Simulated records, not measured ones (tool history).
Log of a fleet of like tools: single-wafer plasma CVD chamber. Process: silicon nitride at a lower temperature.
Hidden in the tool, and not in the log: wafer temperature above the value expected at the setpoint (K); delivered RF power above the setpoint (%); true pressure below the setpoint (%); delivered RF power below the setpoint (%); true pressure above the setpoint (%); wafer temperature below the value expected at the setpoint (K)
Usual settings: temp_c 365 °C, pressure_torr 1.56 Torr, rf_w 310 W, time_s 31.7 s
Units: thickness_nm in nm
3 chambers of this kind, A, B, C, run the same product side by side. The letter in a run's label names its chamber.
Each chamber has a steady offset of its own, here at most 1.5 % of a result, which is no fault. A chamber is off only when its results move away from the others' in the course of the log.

run    day  temp_c  pressure_torr  rf_w  time_s  hours since the last thermocouple change  hours since the last RF generator calibration  hours since the last manometer calibration  read-back reference wafer on the same gauge, thickness_nm  thickness_nm
 1A  0.117     365           1.56   310    31.7                                    2159.0                                           20.5                                       336.7                                                     39.552        37.476
 2C  0.292     365           1.56   310    31.7                                    1685.0                                          816.8                                      1363.7                                                     39.517        38.045
 3B  0.429     365           1.56   310    31.7                                     826.3                                         1545.5                                      2335.5                                                     39.450        37.836
 4B  0.575     365           1.56   310    31.7                                     829.8                                         1549.0                                      2339.0                                                     39.510        37.367
 5C  0.712     365           1.56   310    31.7                                    1695.1                                          826.9                                      1373.8                                                     39.526        38.308
 6A  0.838     365           1.56   310    31.7                                    2176.3                                           37.8                                       354.0                                                     39.504        37.542
 7C  0.925     365           1.56   310    31.7                                    1700.2                                          832.0                                      1378.9                                                     39.484        38.312
 8B  1.042     365           1.56   310    31.7                                     841.0                                         1560.2                                      2350.2                                                     39.500        37.663
 9A  1.183     365           1.56   310    31.7                                    2184.6                                           46.1                                       362.3                                                     39.471        37.702
10B  1.358     365           1.56   310    31.7                                     848.6                                         1567.8                                      2357.8                                                     39.498        37.772
11C  1.446     365           1.56   310    31.7                                    1712.7                                          844.5                                      1391.4                                                     39.498        38.035
12A  1.538     365           1.56   310    31.7                                    2193.1                                           54.6                                       370.8                                                     39.488        37.607
13A  1.646     365           1.56   310    31.7                                    2195.7                                           57.2                                       373.4                                                     39.474        37.344
14B  1.729     365           1.56   310    31.7                                     857.5                                         1576.7                                      2366.7                                                     39.486        37.363
15C  1.817     365           1.56   310    31.7                                    1721.6                                          853.4                                      1400.3                                                     39.496        38.252
16C  1.933     365           1.71   310    31.7                                    1724.4                                          856.2                                      1403.1                                                     39.494        39.252
17A  2.112     365           1.71   310    31.7                                    2206.9                                           68.4                                       384.6                                                     39.469        38.646
18B  2.254     365           1.71   310    31.7                                     870.1                                         1589.3                                      2379.3                                                     39.520        38.976
19A  2.392     365           1.56   310    31.7                                    2213.6                                           75.1                                       391.3                                                     39.495        37.499
20C  2.533     365           1.56   310    31.7                                    1738.8                                          870.6                                      1417.5                                                     39.517        38.302
21B  2.650     365           1.56   310    31.7                                     879.6                                         1598.8                                      2388.8                                                     39.485        37.769
22A  2.783     365           1.56   310    31.7                                    2223.0                                           84.5                                       400.7                                                     39.506        37.695
23C  2.917     365           1.56   310    31.7                                    1748.0                                          879.8                                      1426.7                                                     39.513        38.010
24B  3.079     365           1.56   310    31.7                                     889.9                                         1609.1                                      2399.1                                                     39.460        37.556

Next, every chamber runs the same settings. What will each give?
25A  3.204     353           1.56   310    31.7                                                                                                                                                                                                             ?
25B  3.204     353           1.56   310    31.7                                                                                                                                                                                                             ?
25C  3.204     353           1.56   310    31.7                                                                                                                                                                                                             ?

run  thickness_nm
25A        38.042
25B        37.911
25C        38.382

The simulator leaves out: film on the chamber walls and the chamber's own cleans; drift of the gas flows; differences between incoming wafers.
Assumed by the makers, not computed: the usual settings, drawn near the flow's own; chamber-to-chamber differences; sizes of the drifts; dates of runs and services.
